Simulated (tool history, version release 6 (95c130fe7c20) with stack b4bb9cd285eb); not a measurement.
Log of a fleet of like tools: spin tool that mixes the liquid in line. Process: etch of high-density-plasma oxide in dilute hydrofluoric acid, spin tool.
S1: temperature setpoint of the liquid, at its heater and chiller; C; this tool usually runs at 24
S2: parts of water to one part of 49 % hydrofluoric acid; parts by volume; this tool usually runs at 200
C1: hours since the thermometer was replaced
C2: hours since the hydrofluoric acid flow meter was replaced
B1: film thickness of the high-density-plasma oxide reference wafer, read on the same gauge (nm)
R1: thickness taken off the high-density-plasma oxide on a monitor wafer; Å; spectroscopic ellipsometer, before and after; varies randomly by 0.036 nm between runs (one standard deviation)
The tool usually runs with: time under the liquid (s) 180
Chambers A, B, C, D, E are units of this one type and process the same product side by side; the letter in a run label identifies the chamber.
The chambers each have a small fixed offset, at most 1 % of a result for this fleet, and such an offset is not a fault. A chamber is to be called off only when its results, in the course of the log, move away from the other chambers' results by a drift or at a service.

{"run": "1E", "hour": 10.3, "S1": 24, "S2": 200, "time under the liquid (s)": 180, "C1": 285.3, "C2": 674.5, "B1": 59.965, "R1": 41.448}
{"run": "2B", "hour": 20.1, "S1": 24, "S2": 200, "time under the liquid (s)": 180, "C1": 292.2, "C2": 721, "B1": 60.041, "R1": 41.481}
{"run": "3D", "hour": 31.2, "S1": 24, "S2": 200, "time under the liquid (s)": 180, "C1": 620.4, "C2": 305.9, "B1": 60.021, "R1": 40.984}
{"run": "4C", "hour": 44.8, "S1": 24, "S2": 200, "time under the liquid (s)": 180, "C1": 916.1, "C2": 141, "B1": 59.963, "R1": 41.764}
{"run": "5A", "hour": 52.9, "S1": 24, "S2": 200, "time under the liquid (s)": 180, "C1": 464.2, "C2": 590.1, "B1": 59.993, "R1": 41.547}
{"run": "6D", "hour": 66.1, "S1": 28.5, "S2": 200, "time under the liquid (s)": 285, "C1": 655.3, "C2": 340.8, "B1": 60.029, "R1": 75.288}
{"run": "7E", "hour": 74.4, "S1": 28.5, "S2": 200, "time under the liquid (s)": 285, "C1": 349.4, "C2": 738.6, "B1": 60.001, "R1": 76.57}
{"run": "8C", "hour": 87.0, "S1": 28.5, "S2": 200, "time under the liquid (s)": 285, "C1": 958.3, "C2": 183.2, "B1": 59.982, "R1": 76.934}
{"run": "9B", "hour": 93.6, "S1": 28.5, "S2": 200, "time under the liquid (s)": 285, "C1": 365.7, "C2": 794.5, "B1": 60.009, "R1": 76.478}
{"run": "10A", "hour": 100.2, "S1": 28.5, "S2": 200, "time under the liquid (s)": 285, "C1": 511.5, "C2": 637.4, "B1": 59.985, "R1": 77.047}
{"run": "11B", "hour": 110.5, "S1": 24, "S2": 200, "time under the liquid (s)": 180, "C1": 382.6, "C2": 811.4, "B1": 60.074, "R1": 41.263}
{"run": "12D", "hour": 121.2, "S1": 24, "S2": 200, "time under the liquid (s)": 180, "C1": 710.4, "C2": 395.9, "B1": 59.982, "R1": 41.598}
{"hour": 123.2, "done": "chamber C: thermometer replaced"}
{"run": "13E", "hour": 131.4, "S1": 24, "S2": 200, "time under the liquid (s)": 180, "C1": 406.4, "C2": 795.6, "B1": 59.922, "R1": 41.216}
{"run": "14A", "hour": 139.9, "S1": 24, "S2": 200, "time under the liquid (s)": 180, "C1": 551.2, "C2": 677.1, "B1": 60.023, "R1": 41.589}
{"run": "15C", "hour": 149.8, "S1": 24, "S2": 200, "time under the liquid (s)": 180, "C1": 26.7, "C2": 246, "B1": 60.036, "R1": 41.11}
{"run": "16D", "hour": 157.1, "S1": 24, "S2": 200, "time under the liquid (s)": 180, "C1": 746.3, "C2": 431.8, "B1": 60.022, "R1": 41.411}
{"run": "17E", "hour": 163.4, "S1": 24, "S2": 200, "time under the liquid (s)": 180, "C1": 438.4, "C2": 827.6, "B1": 59.99, "R1": 41.667}
{"run": "18B", "hour": 176.7, "S1": 24, "S2": 200, "time under the liquid (s)": 100, "C1": 448.8, "C2": 877.6, "B1": 60.011, "R1": 22.577}
{"run": "19A", "hour": 189.2, "S1": 24, "S2": 200, "time under the liquid (s)": 100, "C1": 600.5, "C2": 726.4, "B1": 59.969, "R1": 22.861}
{"run": "20C", "hour": 198.0, "S1": 24, "S2": 200, "time under the liquid (s)": 100, "C1": 74.9, "C2": 294.2, "B1": 60.005, "R1": 22.77}
{"hour": 200.6, "done": "chamber E: thermometer replaced"}
{"run": "21D", "hour": 207.8, "S1": 24, "S2": 200, "time under the liquid (s)": 100, "C1": 797, "C2": 482.5, "B1": 60.053, "R1": 22.375}
{"run": "22B", "hour": 216.5, "S1": 24, "S2": 200, "time under the liquid (s)": 100, "C1": 488.6, "C2": 917.4, "B1": 60.007, "R1": 22.971}
{"run": "23E", "hour": 225.1, "S1": 24, "S2": 200, "time under the liquid (s)": 180, "C1": 24.6, "C2": 889.3, "B1": 59.991, "R1": 41.661}
{"run": "24C", "hour": 235.2, "S1": 24, "S2": 200, "time under the liquid (s)": 180, "C1": 112.1, "C2": 331.4, "B1": 60.014, "R1": 41.547}
{"run": "25A", "hour": 248.1, "S1": 24, "S2": 200, "time under the liquid (s)": 180, "C1": 659.4, "C2": 785.3, "B1": 59.994, "R1": 41.094}
{"run": "26B", "hour": 258.1, "S1": 24, "S2": 200, "time under the liquid (s)": 180, "C1": 530.2, "C2": 959, "B1": 59.983, "R1": 41.097}
{"run": "27C", "hour": 265.2, "S1": 24, "S2": 200, "time under the liquid (s)": 180, "C1": 142.1, "C2": 361.4, "B1": 60.012, "R1": 40.732}
{"run": "28E", "hour": 275.6, "S1": 24, "S2": 200, "time under the liquid (s)": 180, "C1": 75.1, "C2": 939.8, "B1": 59.958, "R1": 41.729}
{"run": "29A", "hour": 283.8, "S1": 24, "S2": 200, "time under the liquid (s)": 180, "C1": 695.1, "C2": 821, "B1": 59.979, "R1": 41.282}
{"run": "30D", "hour": 294.1, "S1": 24, "S2": 200, "time under the liquid (s)": 180, "C1": 883.3, "C2": 568.8, "B1": 60.006, "R1": 39.28}
{"run": "31B", "hour": 306.2, "S1": 24, "S2": 200, "time under the liquid (s)": 180, "C1": 578.3, "C2": 1007.1, "B1": 60.011, "R1": 41.63}
{"run": "32E", "hour": 316.7, "S1": 24, "S2": 200, "time under the liquid (s)": 180, "C1": 116.2, "C2": 980.9, "B1": 59.968, "R1": 41.161}
{"run": "33A", "hour": 324.1, "S1": 24, "S2": 200, "time under the liquid (s)": 180, "C1": 735.4, "C2": 861.3, "B1": 60, "R1": 41.458}
{"run": "34D", "hour": 337.4, "S1": 24, "S2": 140, "time under the liquid (s)": 180, "C1": 926.6, "C2": 612.1, "B1": 60.004, "R1": 59.845}
{"run": "35C", "hour": 348.1, "S1": 24, "S2": 140, "time under the liquid (s)": 180, "C1": 225, "C2": 444.3, "B1": 60.031, "R1": 62.284}
{"run": "36C", "hour": 356.7, "S1": 24, "S2": 140, "time under the liquid (s)": 180, "C1": 233.6, "C2": 452.9, "B1": 60.025, "R1": 63.36}
{"run": "37B", "hour": 366.6, "S1": 24, "S2": 140, "time under the liquid (s)": 180, "C1": 638.7, "C2": 1067.5, "B1": 59.998, "R1": 62.294}
{"run": "38E", "hour": 373.1, "S1": 24, "S2": 140, "time under the liquid (s)": 180, "C1": 172.6, "C2": 1037.3, "B1": 60.018, "R1": 61.991}

One chamber off, gauge drift, or nothing amiss beyond the chambers' own small offsets? If it is a chamber, which one, and what is the likeliest cause?

It is chamber D that slowly wanders off from its peers.
Most likely cause: liquid colder than its thermometer reads (K) = 1.9.
From this log alone, it may not be told apart from: hydrofluoric acid flow below the setpoint (%).

Here are 4 candidates for chamber D's next run, each the usual settings with a change, their results left as question marks. Which one brings its results back in line with what the others give on the usual settings?
Counts as in line when no further than this from what the other chambers average on the usual settings: R1 1.3 Å
{"run": "39D-1", "hour": 383.2, "S1": 24, "S2": 210, "time under the liquid (s)": 165, "R1": "?"}
{"run": "39D-2", "hour": 383.2, "S1": 24, "S2": 200, "time under the liquid (s)": 165, "R1": "?"}
{"run": "39D-3", "hour": 383.2, "S1": 24, "S2": 200, "time under the liquid (s)": 195, "R1": "?"}
{"run": "39D-4", "hour": 383.2, "S1": 24, "S2": 180, "time under the liquid (s)": 180, "R1": "?"}

The other chambers' mean on the usual settings: R1 41.271 Å
run=39D-1 R1=32.979
run=39D-2 R1=34.992
run=39D-3 R1=41.354
run=39D-4 R1=43.331
It is 39D-3 that realigns the chamber with its peers.

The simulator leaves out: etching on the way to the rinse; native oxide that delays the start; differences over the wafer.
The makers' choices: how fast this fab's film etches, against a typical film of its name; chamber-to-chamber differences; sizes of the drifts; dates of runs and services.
